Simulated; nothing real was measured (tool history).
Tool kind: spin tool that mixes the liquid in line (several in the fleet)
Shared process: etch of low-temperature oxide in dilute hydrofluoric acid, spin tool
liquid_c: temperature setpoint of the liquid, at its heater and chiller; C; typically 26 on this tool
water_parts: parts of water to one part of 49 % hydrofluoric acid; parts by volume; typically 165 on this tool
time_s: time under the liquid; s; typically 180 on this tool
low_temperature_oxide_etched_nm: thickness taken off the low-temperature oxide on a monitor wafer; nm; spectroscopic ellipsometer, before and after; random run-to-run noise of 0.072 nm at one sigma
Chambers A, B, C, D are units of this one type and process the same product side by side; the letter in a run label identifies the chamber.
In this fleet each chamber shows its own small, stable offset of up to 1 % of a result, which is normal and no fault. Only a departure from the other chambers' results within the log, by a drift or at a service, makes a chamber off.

run    day  liquid_c  water_parts  time_s  hours since the thermometer was replaced  hours since the hydrofluoric acid flow meter was replaced  read-back film thickness of the low-temperature oxide reference wafer, read on the same gauge (nm)  low_temperature_oxide_etched_nm
     0.317  -- chamber C: hydrofluoric acid flow meter replaced
 1A  0.329        26          165     180                                     820.2                                                       91.7                                                                                              39.989                           11.578
 2C  0.575        26          165     180                                     672.9                                                        6.2                                                                                              40.003                            11.54
 3B  0.804        26          165     180                                      86.1                                                      174.4                                                                                              40.021                           11.588
 4D  1.017        26          165     180                                     713.4                                                     1890.2                                                                                              39.983                            11.65
 5C  1.321        26          165     180                                     690.8                                                       24.1                                                                                              40.006                           11.714
 6B  1.529        26          235     180                                     103.5                                                      191.8                                                                                              40.004                           7.4657
 7A  1.738        26          235     180                                       854                                                      125.5                                                                                              40.005                           7.5761
 8D  2.142        26          235     180                                     740.4                                                     1917.2                                                                                              40.003                           7.6667
 9B  2.521        26          235     180                                     127.3                                                      215.6                                                                                              40.021                           7.5583
10A  2.908        26          165     180                                     882.1                                                      153.6                                                                                              39.984                           11.649
11D  3.288        24          165     280                                     767.9                                                     1944.7                                                                                              40.001                           16.943
12C  3.496        24          165     280                                       743                                                       76.3                                                                                                  40                           16.891
13C   3.85        24          165     280                                     751.5                                                       84.8                                                                                              39.991                           16.832
14D  4.192        24          165     280                                     789.6                                                     1966.4                                                                                               39.98                           16.939
15B  4.412        26          165     180                                     172.7                                                        261                                                                                               40.01                           11.762
16A  4.646        26          165     180                                     923.8                                                      195.3                                                                                              40.017                           11.818
17D   4.95        26          165     180                                     807.8                                                     1984.6                                                                                              40.016                           11.614
18B  5.267        26          165     180                                     193.2                                                      281.5                                                                                              40.005                           11.555
19A   5.55        26          165     180                                     945.5                                                        217                                                                                               39.97                           11.902
20C  5.788        26          165     180                                       798                                                      131.3                                                                                              40.021                           11.589
     5.875  -- chamber D: hydrofluoric acid flow meter replaced
21C      6        26          105     180                                     803.1                                                      136.4                                                                                              40.034                           19.939
22D  6.233        26          105     180                                     838.6                                                        8.6                                                                                              40.003                           19.631
23A  6.429        26          105     180                                     966.6                                                      238.1                                                                                              40.016                           20.114
24B  6.808        26          105     180                                     230.2                                                      318.5                                                                                              39.995                            19.75
25C  7.175        26          125     180                                     831.3                                                      164.6                                                                                              39.984                           16.216
26B  7.404        26          125     180                                     244.5                                                      332.8                                                                                              40.009                           16.143
27D  7.775        26          125     180                                     875.6                                                       45.6                                                                                              40.015                           16.013
28A  7.992        26          125     180                                    1004.1                                                      275.6                                                                                              40.001                           16.924
29B  8.283        26          165     180                                     265.6                                                      353.9                                                                                              40.011                           11.758
30C  8.583        26          165     180                                     865.1                                                      198.4                                                                                              39.993                           11.708
31D  8.925        26          165     180                                     903.2                                                       73.2                                                                                              39.979                           11.753
32A  9.254        26          165     180                                    1034.4                                                      305.9                                                                                              39.987                           12.262
33D  9.479        26          165     180                                     916.5                                                       86.5                                                                                              40.035                           11.647
34C  9.858        26          165     180                                     895.7                                                        229                                                                                              40.015                           11.713
35B  10.05        26          165     180                                       308                                                      396.3                                                                                              39.993                           11.575

Is one chamber off against the others, does the gauge drift, or is nothing wrong? If a chamber is off, say which, and what the likeliest cause is.

Chamber A drifts away from the others.
What lies behind it: liquid hotter than its thermometer reads (K) = 1.68.
It could be hard to tell apart here from: hydrofluoric acid flow above the setpoint (%).

Chamber A could run next with any of the 4 candidate recipes listed below; each alters the usual settings, and their results appear as question marks. Which one brings its results back in line with what the other chambers deliver on the usual settings?
In line here means within this much of the mean the other chambers give on the usual settings: low_temperature_oxide_etched_nm 0.25 nm
36A-1  10.346      28.5          165     180                                                                                                                                                                                                                                         ?
36A-2  10.346        26          165     165                                                                                                                                                                                                                                         ?
36A-3  10.346        26          160     185                                                                                                                                                                                                                                         ?
36A-4  10.346        26          170     175                                                                                                                                                                                                                                         ?

Average result of the remaining chambers running the usual settings: low_temperature_oxide_etched_nm 11.652 nm
  run  low_temperature_oxide_etched_nm
36A-1                           13.524
36A-2                            11.32
36A-3                           13.163
36A-4                           11.586
With 36A-4, the chamber falls back in line with the rest.

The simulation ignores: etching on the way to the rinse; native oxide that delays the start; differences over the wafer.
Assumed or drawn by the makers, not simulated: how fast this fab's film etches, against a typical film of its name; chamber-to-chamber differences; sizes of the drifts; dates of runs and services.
